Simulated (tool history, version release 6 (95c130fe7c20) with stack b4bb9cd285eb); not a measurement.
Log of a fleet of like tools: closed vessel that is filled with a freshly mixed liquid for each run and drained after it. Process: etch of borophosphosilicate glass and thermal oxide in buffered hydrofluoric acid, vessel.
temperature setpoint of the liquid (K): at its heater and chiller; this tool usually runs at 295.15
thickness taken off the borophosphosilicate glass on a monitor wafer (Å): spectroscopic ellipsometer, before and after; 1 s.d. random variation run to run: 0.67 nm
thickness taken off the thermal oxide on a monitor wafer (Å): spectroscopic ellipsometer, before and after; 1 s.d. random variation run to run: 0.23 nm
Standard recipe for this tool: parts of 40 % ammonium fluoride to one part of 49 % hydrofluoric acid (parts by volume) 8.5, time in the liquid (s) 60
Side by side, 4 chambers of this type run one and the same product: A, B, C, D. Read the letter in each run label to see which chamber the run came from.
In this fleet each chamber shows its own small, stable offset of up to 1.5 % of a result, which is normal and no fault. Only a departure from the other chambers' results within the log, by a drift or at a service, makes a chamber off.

run   hour  temperature setpoint of the liquid (K)  parts of 40 % ammonium fluoride to one part of 49 % hydrofluoric acid (parts by volume)  time in the liquid (s)  read-back film thickness of the borophosphosilicate glass reference wafer, read on the same gauge (nm)  read-back film thickness of the thermal oxide reference wafer, read on the same gauge (nm)  thickness taken off the borophosphosilicate glass on a monitor wafer (Å)  thickness taken off the thermal oxide on a monitor wafer (Å)
 1C    4.2                                  295.15                                                                                      8.5                      60                                                                                                  119.97                                                                                      89.985                                                                    886.64                                                        700.66
 2A   11.5                                  295.15                                                                                      8.5                      60                                                                                                  120.01                                                                                      90.004                                                                    870.03                                                        694.88
 3B   17.6                                  295.15                                                                                      8.5                      60                                                                                                  120.01                                                                                      89.993                                                                    876.81                                                        685.34
 4D   24.9                                  295.15                                                                                      8.5                      60                                                                                                  119.98                                                                                      90.002                                                                    873.08                                                        689.89
 5D   29.5                                  295.15                                                                                      8.5                      60                                                                                                  119.97                                                                                      90.000                                                                    882.73                                                        693.42
 6C   35.4                                  295.15                                                                                      8.5                      60                                                                                                  120.00                                                                                      90.002                                                                    885.69                                                        704.47
 7B   41.4                                  295.15                                                                                      8.5                      60                                                                                                  119.99                                                                                      89.995                                                                    876.84                                                        682.85
 8A   47.8                                  295.15                                                                                      8.5                      60                                                                                                  120.02                                                                                      89.994                                                                    885.51                                                        694.46
 9D   55.0                                  295.15                                                                                      8.5                      60                                                                                                  120.01                                                                                      90.007                                                                    874.02                                                        692.88
10C   59.6                                  295.15                                                                                      8.5                      60                                                                                                  119.95                                                                                      89.993                                                                    876.88                                                        700.33
11B   66.6                                  295.15                                                                                      8.5                      60                                                                                                  120.01                                                                                      89.993                                                                    892.93                                                        683.82
12A   72.9                                  295.15                                                                                      8.5                      60                                                                                                  120.02                                                                                      90.001                                                                    883.36                                                        697.15
13C   81.2                                  299.15                                                                                     10.5                      60                                                                                                  119.96                                                                                      89.994                                                                    907.79                                                        733.23
14D   89.2                                  299.15                                                                                     10.5                      60                                                                                                  120.01                                                                                      89.992                                                                    914.74                                                        724.69
15A   93.1                                  299.15                                                                                     10.5                      60                                                                                                  120.00                                                                                      90.002                                                                    923.36                                                        724.15
16B  100.1                                  299.15                                                                                     10.5                      60                                                                                                  120.03                                                                                      89.994                                                                    921.06                                                        714.10
     101.6  -- chamber C: hydrofluoric acid flow meter replaced
     108.0  -- chamber B: thermometer replaced
17A  108.0                                  295.15                                                                                      8.5                      60                                                                                                  120.05                                                                                      89.979                                                                    880.29                                                        689.76
18B  111.9                                  295.15                                                                                      8.5                      60                                                                                                  120.03                                                                                      89.989                                                                    874.23                                                        684.75
19D  119.8                                  291.15                                                                                      9.5                      60                                                                                                  119.98                                                                                      90.003                                                                    631.93                                                        503.35
20C  126.2                                  291.15                                                                                      9.5                      60                                                                                                  120.01                                                                                      89.998                                                                    637.20                                                        511.44
21C  132.3                                  291.15                                                                                      9.5                      60                                                                                                  120.02                                                                                      90.006                                                                    640.65                                                        509.29
22A  136.0                                  291.15                                                                                      9.5                      60                                                                                                  120.06                                                                                      89.987                                                                    633.25                                                        506.81
23B  143.4                                  295.15                                                                                      8.5                      60                                                                                                  120.01                                                                                      90.011                                                                    880.80                                                        682.87
24D  148.4                                  295.15                                                                                      8.5                      60                                                                                                  119.98                                                                                      89.996                                                                    875.94                                                        691.12
25C  152.6                                  295.15                                                                                      8.5                      60                                                                                                  120.00                                                                                      89.996                                                                    881.76                                                        699.35
26D  156.7                                  295.15                                                                                      8.5                      60                                                                                                  120.05                                                                                      90.020                                                                    876.60                                                        693.90
27B  162.9                                  295.15                                                                                      8.5                      60                                                                                                  120.02                                                                                      90.006                                                                    875.68                                                        685.96
     165.7  -- chamber D: hydrofluoric acid flow meter replaced
28A  168.5                                  295.15                                                                                      8.5                      60                                                                                                  119.97                                                                                      90.009                                                                    890.93                                                        696.21
29A  172.7                                  297.65                                                                                      8.5                      60                                                                                                  120.07                                                                                      89.993                                                                   1025.30                                                        801.51
30D  180.2                                  297.65                                                                                      8.5                      60                                                                                                  119.98                                                                                      90.004                                                                   1000.90                                                        794.40
31B  187.4                                  297.65                                                                                      8.5                      60                                                                                                  120.02                                                                                      90.007                                                                   1004.30                                                        786.10
     187.6  -- chamber A: thermometer replaced
32C  191.9                                  297.65                                                                                      8.5                      60                                                                                                  119.96                                                                                      89.994                                                                   1022.50                                                        800.80
33D  198.9                                  295.15                                                                                      8.5                      60                                                                                                  119.98                                                                                      90.005                                                                    874.84                                                        693.90
34A  204.1                                  295.15                                                                                      8.5                      60                                                                                                  120.00                                                                                      89.996                                                                    874.92                                                        696.37
35B  207.9                                  295.15                                                                                      8.5                      60                                                                                                  120.03                                                                                      89.997                                                                    889.58                                                        681.33
36C  215.3                                  295.15                                                                                      8.5                      60                                                                                                  120.07                                                                                      90.001                                                                    879.65                                                        704.52
37C  223.1                                  295.15                                                                                      8.5                      60                                                                                                  119.99                                                                                      89.987                                                                    875.86                                                        698.68

Read the log: is a single chamber off, either drifting away or since a service, is the gauge that measures every chamber drifting, or is nothing wrong beyond small per-chamber offsets? Name any odd chamber and what most likely caused it.

No chamber stands off beyond its own small offset, and the gauge holds steady.

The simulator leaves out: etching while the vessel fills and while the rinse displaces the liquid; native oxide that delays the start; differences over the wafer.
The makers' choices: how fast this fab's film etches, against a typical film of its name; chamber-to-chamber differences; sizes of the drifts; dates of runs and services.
